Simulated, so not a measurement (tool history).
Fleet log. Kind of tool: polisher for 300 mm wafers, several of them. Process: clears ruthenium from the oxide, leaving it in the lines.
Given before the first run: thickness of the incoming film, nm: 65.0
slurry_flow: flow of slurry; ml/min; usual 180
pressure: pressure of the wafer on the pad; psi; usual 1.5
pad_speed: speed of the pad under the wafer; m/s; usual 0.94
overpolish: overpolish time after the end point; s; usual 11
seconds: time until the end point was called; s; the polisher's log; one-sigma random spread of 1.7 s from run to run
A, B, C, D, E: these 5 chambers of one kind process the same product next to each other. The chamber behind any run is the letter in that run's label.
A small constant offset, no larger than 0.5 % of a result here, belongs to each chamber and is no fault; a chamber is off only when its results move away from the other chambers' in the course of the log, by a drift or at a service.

| run | hour | slurry_flow | pressure | pad_speed | overpolish | seconds |
|---|---|---|---|---|---|---|
|  | 2.0 | chamber E: worn pad replaced by a new one |
| 1E | 7.6 | 180 | 1.5 | 0.94 | 11 | 91.119 |
| 2C | 13.0 | 180 | 1.5 | 0.94 | 11 | 91.091 |
| 3A | 21.1 | 180 | 1.5 | 0.94 | 11 | 89.226 |
| 4B | 27.2 | 180 | 1.5 | 0.94 | 11 | 91.398 |
| 5D | 31.1 | 180 | 1.5 | 0.94 | 11 | 88.870 |
|  | 35.2 | chamber D: slurry nozzle cleaned |
| 6B | 38.9 | 180 | 1.5 | 0.94 | 11 | 88.241 |
| 7E | 43.2 | 180 | 1.5 | 0.94 | 11 | 90.450 |
|  | 44.8 | chamber A: head pressure recalibrated |
|  | 47.2 | chamber A: worn pad replaced by a new one |
| 8C | 51.5 | 180 | 1.5 | 0.94 | 11 | 91.233 |
| 9A | 58.7 | 180 | 1.5 | 0.94 | 11 | 90.195 |
|  | 62.5 | chamber D: worn pad replaced by a new one |
| 10D | 63.5 | 180 | 1.5 | 0.94 | 11 | 89.540 |
|  | 66.0 | chamber B: worn pad replaced by a new one |
| 11E | 69.0 | 180 | 1.5 | 0.94 | 11 | 88.905 |
| 12B | 73.4 | 180 | 1.5 | 0.94 | 11 | 90.174 |
| 13A | 78.6 | 180 | 1.5 | 0.94 | 11 | 87.919 |
| 14D | 84.6 | 180 | 1.5 | 0.94 | 11 | 85.733 |
|  | 88.0 | chamber C: worn pad replaced by a new one |
| 15C | 89.7 | 180 | 1.5 | 0.94 | 11 | 90.529 |
| 16D | 95.7 | 180 | 1.5 | 0.94 | 11 | 91.878 |
| 17A | 102.7 | 180 | 1.5 | 0.94 | 11 | 90.961 |
|  | 102.8 | chamber A: slurry nozzle cleaned |
| 18C | 108.7 | 180 | 1.5 | 0.94 | 11 | 91.990 |
| 19B | 115.9 | 180 | 1.5 | 0.94 | 11 | 89.537 |
|  | 119.3 | chamber C: slurry nozzle cleaned |
| 20E | 121.0 | 180 | 1.5 | 0.94 | 11 | 89.144 |
| 21C | 126.4 | 140 | 1.5 | 0.94 | 16 | 94.924 |
|  | 126.9 | chamber A: worn pad replaced by a new one |
| 22D | 132.8 | 140 | 1.5 | 0.94 | 16 | 97.720 |
| 23E | 138.7 | 140 | 1.5 | 0.94 | 16 | 91.128 |
|  | 143.3 | chamber E: worn pad replaced by a new one |
| 24B | 144.2 | 140 | 1.5 | 0.94 | 16 | 95.072 |
| 25A | 149.7 | 140 | 1.5 | 0.94 | 16 | 95.225 |
|  | 152.6 | chamber D: worn pad replaced by a new one |
| 26A | 156.3 | 180 | 1.5 | 0.94 | 11 | 91.797 |
| 27D | 162.5 | 180 | 1.5 | 0.94 | 11 | 89.861 |
| 28C | 166.6 | 180 | 1.5 | 0.94 | 11 | 88.654 |
| 29E | 172.9 | 180 | 1.7 | 0.94 | 11 | 79.276 |
| 30B | 180.3 | 180 | 1.7 | 0.94 | 11 | 75.443 |
| 31E | 185.4 | 180 | 1.7 | 0.94 | 11 | 77.884 |
| 32C | 192.9 | 180 | 1.7 | 0.94 | 11 | 77.054 |

Has any chamber moved away from the others, gradually or after a service, or does the common gauge drift, or do the chambers differ only by their own small steady offsets? State the chamber and the most likely cause if one applies.

Beyond each chamber's small constant offset nothing stands out, and the gauge stays steady.

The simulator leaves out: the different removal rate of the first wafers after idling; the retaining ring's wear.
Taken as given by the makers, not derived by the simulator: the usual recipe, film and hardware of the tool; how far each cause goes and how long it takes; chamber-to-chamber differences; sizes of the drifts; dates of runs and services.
